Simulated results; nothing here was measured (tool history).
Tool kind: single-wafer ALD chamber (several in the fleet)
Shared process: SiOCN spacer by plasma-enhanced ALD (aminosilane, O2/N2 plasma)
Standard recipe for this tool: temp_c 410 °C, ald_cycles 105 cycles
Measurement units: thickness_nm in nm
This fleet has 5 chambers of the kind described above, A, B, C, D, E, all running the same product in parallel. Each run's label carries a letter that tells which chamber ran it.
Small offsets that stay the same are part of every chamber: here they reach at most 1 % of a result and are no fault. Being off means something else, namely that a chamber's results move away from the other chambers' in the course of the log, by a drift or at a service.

run	hour	temp_c	ald_cycles	read-back reference wafer on the same gauge, thickness_nm	thickness_nm
1A	8.7	410	105	5.8281	6.1084
2B	15.5	410	105	5.8334	6.1635
3E	24.5	410	105	5.8317	6.1136
4D	31.5	410	105	5.8195	6.0803
5C	38.4	410	105	5.8315	6.1816
6C	46.2	410	105	5.8196	6.1056
7B	53.4	410	105	5.8307	6.1767
8E	58.5	410	105	5.828	6.2159
9A	65	410	105	5.83	6.1589
10D	72.1	410	105	5.8339	6.0582
11D	80.5	410	105	5.8341	6.1667
12A	90	410	105	5.8278	6.0855
13B	98.4	410	105	5.8242	6.1566
14C	103.5	410	105	5.8282	6.1447
15E	111	419	90	5.8267	5.1249
16C	117.6	419	90	5.8316	5.1755
17D	123.1	419	90	5.8291	5.0692
18E	130.6	419	90	5.8262	5.1447
19A	138.2	419	90	5.829	5.179
20B	148	410	105	5.8279	6.089
21B	157.2	398	105	5.8316	6.2878
22E	166.6	398	105	5.8275	6.3354
23C	172.8	398	105	5.833	6.3554
24A	178.6	398	105	5.8222	6.3052
25D	188.2	398	105	5.8282	6.2978
26B	193.8	410	105	5.8288	6.1365
27A	199.8	398	94	5.8351	5.6757
28E	208.4	398	94	5.8316	5.7229
29D	214.9	398	94	5.8247	5.6116
# hour 216.7: chamber E: thermocouple changed; heater temperature recalibrated
30C	222.9	398	94	5.8271	5.6783
31C	227.7	398	94	5.8281	5.7229
32A	237.6	410	105	5.8293	6.08
33B	242.1	410	105	5.8254	6.1876
34E	248.4	410	105	5.8338	6.225
35D	256.4	410	105	5.8236	6.116

Has any chamber moved away from the others, gradually or after a service, or does the common gauge drift, or do the chambers differ only by their own small steady offsets? State the chamber and the most likely cause if one applies.

Beyond each chamber's small constant offset nothing stands out, and the gauge stays steady.
